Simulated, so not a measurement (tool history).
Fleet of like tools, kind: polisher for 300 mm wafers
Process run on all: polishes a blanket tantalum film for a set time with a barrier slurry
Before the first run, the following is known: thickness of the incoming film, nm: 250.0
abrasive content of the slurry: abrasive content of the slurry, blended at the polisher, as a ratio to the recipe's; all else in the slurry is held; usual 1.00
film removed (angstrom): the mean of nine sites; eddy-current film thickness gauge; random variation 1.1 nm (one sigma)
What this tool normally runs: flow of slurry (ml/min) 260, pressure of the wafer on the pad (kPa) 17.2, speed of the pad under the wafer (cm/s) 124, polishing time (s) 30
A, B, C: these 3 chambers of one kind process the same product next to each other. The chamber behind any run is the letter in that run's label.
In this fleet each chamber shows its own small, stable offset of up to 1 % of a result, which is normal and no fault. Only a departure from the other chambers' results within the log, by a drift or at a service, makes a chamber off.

| run | hour | flow of slurry (ml/min) | pressure of the wafer on the pad (kPa) | speed of the pad under the wafer (cm/s) | abrasive content of the slurry | polishing time (s) | film removed (angstrom) |
|---|---|---|---|---|---|---|---|
| 1A | 8.2 | 260 | 17.2 | 124 | 1.00 | 30 | 765.41 |
|  | 12.1 | chamber C: worn pad replaced by a new one |
| 2C | 16.4 | 260 | 17.2 | 124 | 1.00 | 30 | 750.05 |
| 3B | 23.2 | 260 | 17.2 | 124 | 1.00 | 30 | 755.32 |
| 4B | 32.2 | 260 | 17.2 | 124 | 1.00 | 30 | 754.27 |
| 5A | 39.0 | 260 | 17.2 | 124 | 1.00 | 30 | 784.56 |
|  | 43.9 | chamber B: worn pad replaced by a new one |
| 6C | 44.7 | 260 | 17.2 | 124 | 1.00 | 30 | 754.92 |
|  | 49.4 | chamber A: slurry blender recalibrated |
| 7C | 53.0 | 260 | 17.2 | 124 | 0.85 | 30 | 715.58 |
|  | 53.2 | chamber A: head pressure recalibrated |
| 8B | 62.9 | 260 | 17.2 | 124 | 0.85 | 30 | 716.42 |
|  | 69.2 | chamber C: worn pad replaced by a new one |
|  | 70.1 | chamber A: worn pad replaced by a new one |
| 9A | 72.3 | 260 | 17.2 | 124 | 0.85 | 30 | 727.44 |
| 10C | 83.0 | 260 | 17.2 | 124 | 1.00 | 30 | 754.41 |
| 11B | 89.6 | 260 | 17.2 | 124 | 1.00 | 30 | 762.51 |
|  | 96.5 | chamber B: worn pad replaced by a new one |
| 12A | 99.0 | 260 | 17.2 | 90 | 1.00 | 30 | 552.34 |
| 13B | 107.5 | 260 | 17.2 | 90 | 1.00 | 30 | 541.45 |
| 14A | 113.8 | 260 | 17.2 | 90 | 1.00 | 30 | 540.58 |
| 15C | 120.3 | 340 | 17.2 | 124 | 0.90 | 30 | 713.59 |
| 16B | 129.6 | 340 | 17.2 | 124 | 0.90 | 30 | 741.80 |
|  | 129.7 | chamber C: worn pad replaced by a new one |
|  | 134.2 | chamber B: head pressure recalibrated |
|  | 139.9 | chamber B: worn pad replaced by a new one |
| 17C | 141.8 | 340 | 17.2 | 124 | 0.90 | 30 | 733.27 |
| 18A | 153.0 | 260 | 17.2 | 124 | 1.00 | 30 | 740.43 |
|  | 157.0 | chamber A: worn pad replaced by a new one |
| 19B | 160.7 | 260 | 17.2 | 124 | 1.00 | 30 | 761.35 |
|  | 171.1 | chamber A: slurry blender recalibrated |
| 20A | 172.3 | 300 | 13.8 | 124 | 1.00 | 30 | 620.34 |
| 21C | 184.6 | 300 | 13.8 | 124 | 1.00 | 30 | 556.70 |
|  | 186.8 | chamber C: worn pad replaced by a new one |
|  | 191.8 | chamber B: worn pad replaced by a new one |
| 22C | 196.6 | 300 | 13.8 | 124 | 1.00 | 30 | 549.06 |
| 23B | 203.5 | 260 | 17.2 | 124 | 1.00 | 30 | 778.80 |
| 24A | 210.2 | 260 | 17.2 | 124 | 1.00 | 36 | 907.98 |
| 25A | 218.2 | 260 | 17.2 | 124 | 1.00 | 36 | 903.22 |
| 26C | 229.7 | 260 | 17.2 | 124 | 1.00 | 36 | 799.69 |

One chamber off, gauge drift, or nothing amiss beyond the chambers' own small offsets? If it is a chamber, which one, and what is the likeliest cause?

Chamber C drifts away from the others.
Cause: abrasive missing from the slurry, % = 30.8.
With only this log, it may be confused with: head's pressure below its setpoint, %.

Chamber C could run next with any of the 4 candidate recipes listed below; each alters the usual settings, and their results appear as question marks. Which one brings its results back in line with what the other chambers deliver on the usual settings?
In-line tolerance around the mean of the other chambers on the usual settings: film removed (angstrom) 39.00
| 27C-1 | 238.9 | 260 | 16.5 | 120 | 1.00 | 29 | ? |
| 27C-2 | 238.9 | 260 | 15.9 | 114 | 1.00 | 28 | ? |
| 27C-3 | 238.9 | 260 | 17.9 | 128 | 1.00 | 31 | ? |
| 27C-4 | 238.9 | 260 | 19.3 | 138 | 1.05 | 30 | ? |

The mean the other chambers reach with the usual settings: film removed (angstrom) 750.36
| run | film removed (angstrom) |
|---|---|
| 27C-1 | 603.58 |
| 27C-2 | 530.06 |
| 27C-3 | 746.45 |
| 27C-4 | 855.27 |
Change 27C-3 lands the chamber within the allowed miss of the other chambers.
